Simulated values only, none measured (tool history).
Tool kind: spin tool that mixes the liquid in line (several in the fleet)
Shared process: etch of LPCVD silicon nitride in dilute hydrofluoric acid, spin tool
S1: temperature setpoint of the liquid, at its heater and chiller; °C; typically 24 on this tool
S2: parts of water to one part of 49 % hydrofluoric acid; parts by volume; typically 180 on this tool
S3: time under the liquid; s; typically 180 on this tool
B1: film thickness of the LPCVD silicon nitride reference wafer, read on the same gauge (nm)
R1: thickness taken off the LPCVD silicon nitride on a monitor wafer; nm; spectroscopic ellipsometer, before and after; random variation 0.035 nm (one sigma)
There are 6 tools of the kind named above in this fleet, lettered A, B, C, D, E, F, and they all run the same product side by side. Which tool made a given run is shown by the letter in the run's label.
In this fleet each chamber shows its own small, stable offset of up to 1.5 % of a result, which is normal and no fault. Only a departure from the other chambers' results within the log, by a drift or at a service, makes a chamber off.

{"day": 0.292, "done": "chamber D: hydrofluoric acid flow meter replaced"}
{"run": "1C", "day": 0.292, "S1": 24, "S2": 180, "S3": 180, "B1": 70.026, "R1": 0.41967}
{"run": "2A", "day": 0.721, "S1": 24, "S2": 180, "S3": 180, "B1": 69.978, "R1": 0.39556}
{"day": 0.971, "done": "chamber E: hydrofluoric acid flow meter replaced"}
{"run": "3F", "day": 1.079, "S1": 24, "S2": 180, "S3": 180, "B1": 69.986, "R1": 0.49231}
{"run": "4D", "day": 1.367, "S1": 24, "S2": 180, "S3": 180, "B1": 69.989, "R1": 0.43986}
{"run": "5B", "day": 1.7, "S1": 24, "S2": 240, "S3": 260, "B1": 69.982, "R1": 0.46941}
{"run": "6E", "day": 1.983, "S1": 24, "S2": 240, "S3": 260, "B1": 69.998, "R1": 0.46808}
{"run": "7F", "day": 2.417, "S1": 24, "S2": 240, "S3": 260, "B1": 70.004, "R1": 0.50473}
{"run": "8E", "day": 2.867, "S1": 24, "S2": 240, "S3": 260, "B1": 69.971, "R1": 0.50401}
{"run": "9D", "day": 3.367, "S1": 24, "S2": 240, "S3": 260, "B1": 70.03, "R1": 0.51417}
{"run": "10B", "day": 3.608, "S1": 24, "S2": 240, "S3": 260, "B1": 69.999, "R1": 0.42762}
{"run": "11C", "day": 4.012, "S1": 24, "S2": 180, "S3": 180, "B1": 69.987, "R1": 0.47239}
{"run": "12A", "day": 4.433, "S1": 24, "S2": 180, "S3": 180, "B1": 70.004, "R1": 0.42525}
{"run": "13E", "day": 4.85, "S1": 24, "S2": 180, "S3": 180, "B1": 70.015, "R1": 0.48782}
{"run": "14C", "day": 5.329, "S1": 24, "S2": 180, "S3": 180, "B1": 69.994, "R1": 0.41045}
{"run": "15F", "day": 5.588, "S1": 27.5, "S2": 180, "S3": 145, "B1": 69.998, "R1": 0.4349}
{"day": 5.942, "done": "chamber F: thermometer replaced"}
{"run": "16D", "day": 6.112, "S1": 27.5, "S2": 180, "S3": 145, "B1": 69.995, "R1": 0.40446}
{"run": "17A", "day": 6.592, "S1": 27.5, "S2": 180, "S3": 145, "B1": 69.985, "R1": 0.39674}
{"run": "18B", "day": 6.983, "S1": 27.5, "S2": 180, "S3": 145, "B1": 70.032, "R1": 0.44415}
{"run": "19A", "day": 7.442, "S1": 27.5, "S2": 180, "S3": 145, "B1": 70.009, "R1": 0.47277}
{"day": 7.608, "done": "chamber A: thermometer replaced"}
{"run": "20B", "day": 7.838, "S1": 27.5, "S2": 180, "S3": 145, "B1": 70.002, "R1": 0.37302}
{"run": "21F", "day": 8.379, "S1": 24, "S2": 180, "S3": 180, "B1": 70.005, "R1": 0.35938}
{"run": "22C", "day": 8.658, "S1": 24, "S2": 180, "S3": 180, "B1": 69.997, "R1": 0.42413}
{"run": "23E", "day": 8.933, "S1": 24, "S2": 180, "S3": 180, "B1": 69.977, "R1": 0.39488}
{"run": "24D", "day": 9.479, "S1": 24, "S2": 180, "S3": 180, "B1": 69.994, "R1": 0.39209}
{"run": "25A", "day": 9.904, "S1": 24, "S2": 180, "S3": 180, "B1": 70.028, "R1": 0.43179}
{"run": "26E", "day": 10.442, "S1": 24, "S2": 180, "S3": 180, "B1": 70.021, "R1": 0.45265}
{"run": "27C", "day": 10.95, "S1": 24, "S2": 180, "S3": 180, "B1": 69.991, "R1": 0.44324}
{"run": "28B", "day": 11.271, "S1": 24, "S2": 180, "S3": 180, "B1": 70.011, "R1": 0.41628}
{"run": "29F", "day": 11.767, "S1": 24, "S2": 180, "S3": 180, "B1": 69.998, "R1": 0.45507}
{"run": "30D", "day": 12.196, "S1": 24, "S2": 180, "S3": 180, "B1": 70.026, "R1": 0.43443}
{"run": "31D", "day": 12.471, "S1": 24, "S2": 180, "S3": 180, "B1": 69.997, "R1": 0.41331}
{"run": "32A", "day": 12.942, "S1": 27, "S2": 180, "S3": 180, "B1": 69.999, "R1": 0.51612}
{"run": "33C", "day": 13.408, "S1": 27, "S2": 180, "S3": 180, "B1": 70.013, "R1": 0.57847}
{"run": "34B", "day": 13.721, "S1": 27, "S2": 180, "S3": 180, "B1": 69.993, "R1": 0.45653}
{"run": "35F", "day": 14.062, "S1": 27, "S2": 180, "S3": 180, "B1": 70.014, "R1": 0.47413}
{"run": "36E", "day": 14.508, "S1": 27, "S2": 180, "S3": 180, "B1": 70.009, "R1": 0.54229}
{"run": "37F", "day": 14.946, "S1": 27, "S2": 180, "S3": 180, "B1": 70, "R1": 0.47954}
{"run": "38A", "day": 15.338, "S1": 24, "S2": 180, "S3": 180, "B1": 70.012, "R1": 0.4546}
{"run": "39C", "day": 15.762, "S1": 24, "S2": 180, "S3": 95, "B1": 70.011, "R1": 0.22398}
{"run": "40D", "day": 16.258, "S1": 24, "S2": 180, "S3": 95, "B1": 70.008, "R1": 0.17911}
{"run": "41B", "day": 16.721, "S1": 24, "S2": 180, "S3": 95, "B1": 69.995, "R1": 0.22936}
{"run": "42E", "day": 17.225, "S1": 24, "S2": 180, "S3": 95, "B1": 70.005, "R1": 0.225}

Next, every chamber runs the same settings. What will each give?
{"run": "43A", "day": 17.629, "S1": 24, "S2": 130, "S3": 180, "R1": "?"}
{"run": "43B", "day": 17.629, "S1": 24, "S2": 130, "S3": 180, "R1": "?"}
{"run": "43C", "day": 17.629, "S1": 24, "S2": 130, "S3": 180, "R1": "?"}
{"run": "43D", "day": 17.629, "S1": 24, "S2": 130, "S3": 180, "R1": "?"}
{"run": "43E", "day": 17.629, "S1": 24, "S2": 130, "S3": 180, "R1": "?"}
{"run": "43F", "day": 17.629, "S1": 24, "S2": 130, "S3": 180, "R1": "?"}

run=43A R1=0.54824
run=43B R1=0.56115
run=43C R1=0.56273
run=43D R1=0.59025
run=43E R1=0.59602
run=43F R1=0.52574
